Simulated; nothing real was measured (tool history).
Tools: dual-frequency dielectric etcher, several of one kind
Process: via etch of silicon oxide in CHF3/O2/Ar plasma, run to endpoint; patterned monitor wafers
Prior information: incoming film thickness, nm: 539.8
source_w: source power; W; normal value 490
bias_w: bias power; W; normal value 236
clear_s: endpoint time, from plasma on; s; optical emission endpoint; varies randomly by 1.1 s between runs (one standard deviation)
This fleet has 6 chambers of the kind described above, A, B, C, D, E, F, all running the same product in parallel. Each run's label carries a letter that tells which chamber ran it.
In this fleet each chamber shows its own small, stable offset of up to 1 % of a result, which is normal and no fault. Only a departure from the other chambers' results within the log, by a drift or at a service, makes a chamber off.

run,hour,source_w,bias_w,hours since the last wet clean,hours since the last source power generator calibration,hours since the last bias power generator calibration,clear_s
1E,3.3,490,236,471.7,2585.2,1634.3,268.76
2B,9.3,490,236,202.7,136.5,1393.9,268.3
3F,15.3,490,236,298.9,1996.9,2617,268.61
# hour 17.1: chamber E: wet clean of the chamber
4D,18.9,490,236,390.7,3752.2,98.5,269.67
5C,24.3,490,236,397,3361.6,802.2,268.92
6A,31.1,490,236,135.7,1325.6,2056.6,268.15
7A,35.4,490,236,140,1329.9,2060.9,267.51
8E,39.7,550,236,22.6,2621.6,1670.7,256.72
9F,45.6,550,236,329.2,2027.2,2647.3,257.76
10C,50.7,550,236,423.4,3388,828.6,257.27
11B,55.2,550,236,248.6,182.4,1439.8,257.76
12D,58.5,550,236,430.3,3791.8,138.1,257.87
13D,63.9,550,236,435.7,3797.2,143.5,258.17
14C,67.3,490,279,440,3404.6,845.2,251.09
15B,70.9,490,279,264.3,198.1,1455.5,253.48
16A,77.6,490,279,182.2,1372.1,2103.1,254.5
17E,83.8,490,279,66.7,2665.7,1714.8,250.56
18F,89.4,490,279,373,2071,2691.1,253.4
19E,94.5,490,279,77.4,2676.4,1725.5,252.37
20A,99.8,490,236,204.4,1394.3,2125.3,272.79
21F,103.4,490,236,387,2085,2705.1,266.95
22C,108.4,490,236,481.1,3445.7,886.3,268.08
23D,115.1,490,236,486.9,3848.4,194.7,270.58
24B,118.4,400,236,311.8,245.6,1503,290.46
25D,123.9,400,236,495.7,3857.2,203.5,291.43
26A,128.8,400,236,233.4,1423.3,2154.3,295.86
27B,132.3,400,236,325.7,259.5,1516.9,289.71
28E,139.2,400,236,122.1,2721.1,1770.2,289.1
29C,143.5,400,236,516.2,3480.8,921.4,288.46
30F,149.3,490,236,432.9,2130.9,2751,268.97
# hour 151.3: chamber C: wet clean of the chamber
31C,155.9,490,236,4.7,3493.2,933.8,268.1
32D,161.1,490,236,532.9,3894.4,240.7,269.36
33A,165.1,410,236,269.7,1459.6,2190.6,295.2
34B,170.8,410,236,364.2,298,1555.4,285.95
35E,174.9,410,236,157.8,2756.8,1805.9,286.01
# hour 176.4: chamber F: wet clean of the chamber
# hour 177.2: chamber D: wet clean of the chamber
36F,178.9,410,236,2.6,2160.5,2780.6,286.63
37D,182.2,410,236,5,3915.5,261.8,287.77
38E,187.6,410,236,170.5,2769.5,1818.6,285.33
39F,192,490,236,15.7,2173.6,2793.7,269.73
40B,196,490,236,389.4,323.2,1580.6,270.68
41A,200.2,490,236,304.8,1494.7,2225.7,278.36
42C,206.9,490,236,55.7,3544.2,984.8,266.59

Which is it: a chamber that has drifted or been left off by a service, a gauge drift common to all chambers, or only each chamber's usual small offset? If a chamber is off, name it and its likeliest cause.

It is chamber A that slowly wanders off from its peers.
Most likely cause: etch rate under this chamber's usual, % = 3.96.

Chamber A could run next with any of the 4 candidate recipes listed below; each alters the usual settings, and their results appear as question marks. Which one brings its results back in line with what the other chambers deliver on the usual settings?
Counts as in line when no further than this from what the other chambers average on the usual settings: clear_s 3.7 s
43A-1,211.9,480,231,,,,?
43A-2,211.9,490,210,,,,?
43A-3,211.9,500,241,,,,?
43A-4,211.9,490,262,,,,?

On the usual settings, the other chambers give on average: clear_s 268.48 s
run,clear_s
43A-1,283.42
43A-2,291.02
43A-3,274.84
43A-4,268.58
43A-4 puts the chamber back in line with the other chambers.
